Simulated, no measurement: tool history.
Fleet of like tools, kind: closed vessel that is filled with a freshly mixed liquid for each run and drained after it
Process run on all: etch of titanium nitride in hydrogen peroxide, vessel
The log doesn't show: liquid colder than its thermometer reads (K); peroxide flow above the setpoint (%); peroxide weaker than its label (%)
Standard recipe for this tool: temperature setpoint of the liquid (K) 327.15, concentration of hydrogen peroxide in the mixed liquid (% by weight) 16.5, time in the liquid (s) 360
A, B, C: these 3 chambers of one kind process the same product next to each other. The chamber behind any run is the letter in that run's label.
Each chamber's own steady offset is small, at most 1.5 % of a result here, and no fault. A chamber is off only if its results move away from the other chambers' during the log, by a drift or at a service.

run   hour  temperature setpoint of the liquid (K)  concentration of hydrogen peroxide in the mixed liquid (% by weight)  time in the liquid (s)  hours since the thermometer was replaced  hours since the peroxide flow meter was replaced  hours since the drum of peroxide was connected  read-back film thickness of the titanium nitride reference wafer, read on the same gauge (nm)  thickness taken off the titanium nitride on a monitor wafer (Å)
 1A     12                                  327.15                                                                  16.5                     360                                     608.3                                             975.1                                             156                                                                                            110                                                           151.24
 2B   24.3                                  327.15                                                                  16.5                     360                                     559.8                                            1545.5                                           180.9                                                                                         109.99                                                           154.96
 3C   29.9                                  327.15                                                                  16.5                     360                                    1791.2                                               310                                           170.5                                                                                            110                                                           152.46
 4B   37.5                                  327.15                                                                  16.5                     360                                       573                                            1558.7                                           194.1                                                                                         109.99                                                           154.07
 5C   48.9                                  327.15                                                                  16.5                     360                                    1810.2                                               329                                           189.5                                                                                         110.01                                                           150.79
 6A   60.4                                  327.15                                                                  16.5                     360                                     656.7                                            1023.5                                           204.4                                                                                         109.99                                                           151.63
 7A   71.2                                  327.15                                                                  16.5                     360                                     667.5                                            1034.3                                           215.2                                                                                         110.01                                                              152
 8B     79                                  327.15                                                                  16.5                     360                                     614.5                                            1600.2                                           235.6                                                                                         109.99                                                           154.21
 9C   85.3                                  327.15                                                                  16.5                     360                                    1846.6                                             365.4                                           225.9                                                                                         109.98                                                           150.13
10A   92.3                                  327.15                                                                  16.5                     360                                     688.6                                            1055.4                                           236.3                                                                                         109.99                                                           152.73
11C   99.5                                  327.15                                                                  16.5                     360                                    1860.8                                             379.6                                           240.1                                                                                         110.01                                                           150.28
12B  111.6                                  327.15                                                                  16.5                     360                                     647.1                                            1632.8                                           268.2                                                                                         110.01                                                           153.86
13C  121.8                                  327.15                                                                  16.5                     360                                    1883.1                                             401.9                                           262.4                                                                                            110                                                            148.5
14A  129.9                                  327.15                                                                  16.5                     360                                     726.2                                              1093                                           273.9                                                                                            110                                                           151.05
15B  138.6                                  327.15                                                                  16.5                     360                                     674.1                                            1659.8                                           295.2                                                                                         109.99                                                            153.8
     142.1  -- chamber B: new drum of peroxide connected
16B  149.6                                  327.15                                                                  16.5                     360                                     685.1                                            1670.8                                             7.6                                                                                         109.99                                                           154.84
17A  157.4                                  327.15                                                                  16.5                     360                                     753.7                                            1120.5                                           301.4                                                                                         109.99                                                           152.02
18C  163.3                                  327.15                                                                    15                     360                                    1924.6                                             443.4                                           303.9                                                                                         110.02                                                           145.14
19C  174.3                                  327.15                                                                    15                     360                                    1935.6                                             454.4                                           314.9                                                                                         110.02                                                           144.56
20B  181.3                                  327.15                                                                    15                     360                                     716.8                                            1702.5                                            39.3                                                                                            110                                                           151.25
21A  188.9                                  327.15                                                                  16.5                     360                                     785.2                                              1152                                           332.9                                                                                            110                                                           152.41
22B  196.5                                  318.65                                                                    19                     360                                       732                                            1717.7                                            54.5                                                                                         109.99                                                           85.951
23A  203.7                                  318.65                                                                    19                     360                                       800                                            1166.8                                           347.7                                                                                         110.03                                                           83.321
24C  215.8                                  318.65                                                                    19                     360                                    1977.1                                             495.9                                           356.4                                                                                            110                                                           80.292
25C  223.8                                  327.15                                                                  16.5                     360                                    1985.1                                             503.9                                           364.4                                                                                         110.01                                                           145.76
26B  230.2                                  327.15                                                                  16.5                     360                                     765.7                                            1751.4                                            88.2                                                                                            110                                                           154.49

Predict what each chamber gives when all 3 of them run the settings below next.
27A  239.1                                  327.15                                                                  16.5                     360                                                                                                                                                                                                                                                                                                           ?
27B  239.1                                  327.15                                                                  16.5                     360                                                                                                                                                                                                                                                                                                           ?
27C  239.1                                  327.15                                                                  16.5                     360                                                                                                                                                                                                                                                                                                           ?

run  thickness taken off the titanium nitride on a monitor wafer (Å)
27A                                                           151.38
27B                                                           153.74
27C                                                           144.98

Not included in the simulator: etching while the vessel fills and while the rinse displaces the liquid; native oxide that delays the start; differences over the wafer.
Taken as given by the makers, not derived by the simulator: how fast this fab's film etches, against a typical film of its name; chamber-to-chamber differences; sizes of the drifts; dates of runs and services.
